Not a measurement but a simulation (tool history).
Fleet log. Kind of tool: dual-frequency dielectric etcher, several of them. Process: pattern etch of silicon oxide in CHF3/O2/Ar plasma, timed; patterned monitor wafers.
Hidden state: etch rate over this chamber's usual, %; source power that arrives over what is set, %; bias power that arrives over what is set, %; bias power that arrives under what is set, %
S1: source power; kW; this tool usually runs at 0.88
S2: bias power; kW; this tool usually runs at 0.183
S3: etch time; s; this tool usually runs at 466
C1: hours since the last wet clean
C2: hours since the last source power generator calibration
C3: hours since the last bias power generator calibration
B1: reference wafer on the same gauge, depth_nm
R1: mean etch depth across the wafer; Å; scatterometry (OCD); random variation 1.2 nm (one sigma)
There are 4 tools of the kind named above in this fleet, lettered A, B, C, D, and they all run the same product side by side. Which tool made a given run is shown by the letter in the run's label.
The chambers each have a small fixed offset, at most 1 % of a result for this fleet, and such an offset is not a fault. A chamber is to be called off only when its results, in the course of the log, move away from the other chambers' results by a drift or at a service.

run   hour    S1     S2   S3     C1      C2      C3      B1      R1
 1C    3.4  0.88  0.183  466  354.6  1333.7  2186.9  1090.2   10659
 2D    6.6  0.88  0.183  466  148.2  2785.8  4160.8    1090   10774
 3B   10.9  0.88  0.183  466  321.9  1355.5   890.9  1090.3   10701
 4A   13.6  0.88  0.183  466   16.3   839.4  1510.1  1090.6   10685
 5A   17.2  0.88  0.183  466   19.9     843  1513.7  1090.4   10658
 6B   23.2  0.88  0.183  466  334.2  1367.8   903.2  1090.8   10707
 7D   25.9  0.69  0.148  466  167.5  2805.1  4180.1    1091  9149.7
 8C   29.4  0.69  0.148  466  380.6  1359.7  2212.9  1091.1  9103.5
 9B   33.2  0.69  0.148  466  344.2  1377.8   913.2  1091.6  9098.8
10C   38.2  0.69  0.148  466  389.4  1368.5  2221.7  1091.6  9099.8
      38.4  -- chamber C: wet clean of the chamber
11A   42.8  0.88  0.183  466   45.5   868.6  1539.3  1091.8   10716
12D   49.1  0.88  0.183  466  190.7  2828.3  4203.3  1091.7   10790
13A   54.7  0.76  0.183  466   57.4   880.5  1551.2  1092.3   10127
      56.3  -- chamber B: wet clean of the chamber
14D   61.1  0.76  0.183  466  202.7  2840.3  4215.3  1092.7   10201
15C   65.4  0.76  0.183  466   27.1  1395.7  2248.9  1092.6   10100
16B   68.6  0.76  0.183  466   12.3  1413.2   948.6  1092.9   10118
17C   71.4  0.88  0.183  466   33.1  1401.7  2254.9  1093.1   10682
18B   75.3  0.88  0.183  466     19  1419.9   955.3  1093.2   10728
19D   81.1  0.88  0.183  466  222.7  2860.3  4235.3  1093.1   10816
20A   87.3  0.88  0.183  466     90   913.1  1583.8  1093.2   10699
21A   92.2  0.88  0.183  466   94.9     918  1588.7  1093.6   10710
22D   96.9  0.88  0.183  466  238.5  2876.1  4251.1  1093.9   10824
23B  100.9  0.88  0.183  466   44.6  1445.5   980.9    1094   10741
24C  103.7  0.88  0.183  466   65.4    1434  2287.2    1094   10704
25B  109.8  0.96  0.205  466   53.5  1454.4   989.8  1094.4   11536
26C  115.9  0.96  0.205  466   77.6  1446.2  2299.4  1094.6   11500
27D  118.9  0.96  0.205  466  260.5  2898.1  4273.1  1094.5   11615
28A  125.3  0.96  0.205  466    128   951.1  1621.8  1094.8   11505

Has any chamber moved away from the others, gradually or after a service, or does the common gauge drift, or do the chambers differ only by their own small steady offsets? State the chamber and the most likely cause if one applies.

None of the chambers is off. What moves is the gauge, dragging all their readings along together.
What lies behind it: gauge reads high (%) = 0.472.

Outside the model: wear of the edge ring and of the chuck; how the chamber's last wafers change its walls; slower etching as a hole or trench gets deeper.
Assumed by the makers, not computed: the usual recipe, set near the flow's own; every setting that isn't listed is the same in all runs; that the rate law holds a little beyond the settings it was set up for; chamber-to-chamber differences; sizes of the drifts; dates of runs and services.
